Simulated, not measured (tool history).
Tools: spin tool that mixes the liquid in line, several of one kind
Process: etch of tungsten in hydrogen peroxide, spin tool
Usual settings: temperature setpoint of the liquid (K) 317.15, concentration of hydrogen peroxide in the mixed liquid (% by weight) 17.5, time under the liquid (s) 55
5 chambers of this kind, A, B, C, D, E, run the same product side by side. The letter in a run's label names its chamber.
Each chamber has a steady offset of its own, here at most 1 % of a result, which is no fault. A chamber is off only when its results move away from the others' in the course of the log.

run	hour	temperature setpoint of the liquid (K)	concentration of hydrogen peroxide in the mixed liquid (% by weight)	time under the liquid (s)	hours since the thermometer was replaced	hours since the peroxide flow meter was replaced	hours since the heated supply line was repaired	hours since the drum of peroxide was connected	read-back film thickness of the tungsten reference wafer, read on the same gauge (nm)	thickness taken off the tungsten on a monitor wafer (Å)
1D	6.6	317.15	17.5	55	796.7	61.1	950.6	907.8	130.01	591.33
2E	15.5	317.15	17.5	55	479.7	289	1034.9	780.9	129.99	583.42
3B	23.8	317.15	17.5	55	495	794.4	1350.9	699.7	129.99	594.97
4A	35.5	317.15	17.5	55	393.5	109.2	106.7	406.8	129.99	594.13
5C	47	317.15	17.5	55	123.2	669.1	422	280	130.02	603.64
# hour 53.8: chamber B: new drum of peroxide connected
6E	56.2	311.65	17.5	85	520.4	329.7	1075.6	821.6	129.99	641.55
7C	62.4	311.65	17.5	85	138.6	684.5	437.4	295.4	130.01	641.3
8A	70.2	311.65	17.5	85	428.2	143.9	141.4	441.5	129.99	640.27
# hour 71.2: chamber E: heated supply line repaired
# hour 81.6: chamber D: new drum of peroxide connected
9D	81.8	311.65	17.5	85	871.9	136.3	1025.8	0.3	130.02	647.74
10B	89.8	311.65	17.5	85	561	860.4	1416.9	36.1	130.01	640.34
11E	96.9	317.15	17.5	55	561.1	370.4	25.7	862.3	129.98	586.87
12C	106.2	321.15	19.5	55	182.4	728.3	481.2	339.2	129.99	804.61
13B	112	321.15	19.5	55	583.2	882.6	1439.1	58.3	129.97	801.88
14D	118.5	321.15	19.5	55	908.6	173	1062.5	37	130.01	805.62
15A	126.3	321.15	19.5	55	484.3	200	197.5	497.6	129.99	828.76
16C	135	321.15	19.5	55	211.2	757.1	510	368	129.99	802.88
17B	140.7	317.15	17.5	55	611.9	911.3	1467.8	87	129.99	596.54
18A	152.1	317.15	17.5	55	510.1	225.8	223.3	523.4	129.99	603.3
19D	159.7	317.15	17.5	55	949.8	214.2	1103.7	78.2	130.01	595.17
# hour 162.4: chamber D: heated supply line repaired
20E	167.5	317.15	17.5	55	631.7	441	96.3	932.9	129.99	595.53
21E	172.8	317.15	17.5	55	637	446.3	101.6	938.2	130	591.48
22A	180.1	317.15	17.5	55	538.1	253.8	251.3	551.4	129.98	616.22
23D	188.2	317.15	17.5	55	978.3	242.7	25.8	106.7	130.01	594.08
24C	193.6	317.15	17.5	55	269.8	815.7	568.6	426.6	130.01	597.42
25B	204.3	317.15	17.5	55	675.5	974.9	1531.4	150.6	130	594.59
26B	212	317.15	17.5	55	683.2	982.6	1539.1	158.3	130.02	593.31
27A	217.5	317.15	22	75	575.5	291.2	288.7	588.8	130.02	938.26
28D	227.1	317.15	22	75	1017.2	281.6	64.7	145.6	130.01	921.62
29E	234.8	317.15	22	75	699	508.3	163.6	1000.2	130.02	913.95
# hour 235.2: chamber D: thermometer replaced
30C	244	317.15	22	75	320.2	866.1	619	477	130.01	914.45
31C	251.4	317.15	22	75	327.6	873.5	626.4	484.4	129.99	901.37
32B	262	317.15	17.5	55	733.2	1032.6	1589.1	208.3	129.97	600.02
33D	271.6	317.15	17.5	55	36.5	326.1	109.2	190.1	130.01	595.94
34E	279.4	317.15	16	55	743.6	552.9	208.2	1044.8	130.01	570.88
35A	291.2	317.15	16	55	649.2	364.9	362.4	662.5	129.99	606.94

Is one chamber off against the others, does the gauge drift, or is nothing wrong? If a chamber is off, say which, and what the likeliest cause is.

Chamber A drifts away from the others.
Cause: liquid hotter than its thermometer reads (K) = 0.899.
The log may not tell that from: peroxide flow above the setpoint (%).

Here are 4 candidates for chamber A's next run, each the usual settings with a change, their results left as question marks. Which one brings its results back in line with what the others give on the usual settings?
In line means no further than this from the other chambers' mean on the usual settings: thickness taken off the tungsten on a monitor wafer (Å) 16
36A-1	299.6	319.15	17.5	55						?
36A-2	299.6	315.15	17.5	55						?
36A-3	299.6	317.15	15.5	55						?
36A-4	299.6	318.15	17.5	55						?

The other chambers' mean on the usual settings: thickness taken off the tungsten on a monitor wafer (Å) 595.03
run	thickness taken off the tungsten on a monitor wafer (Å)
36A-1	720.88
36A-2	557.96
36A-3	597.84
36A-4	676.36
36A-3 brings the chamber back in line.
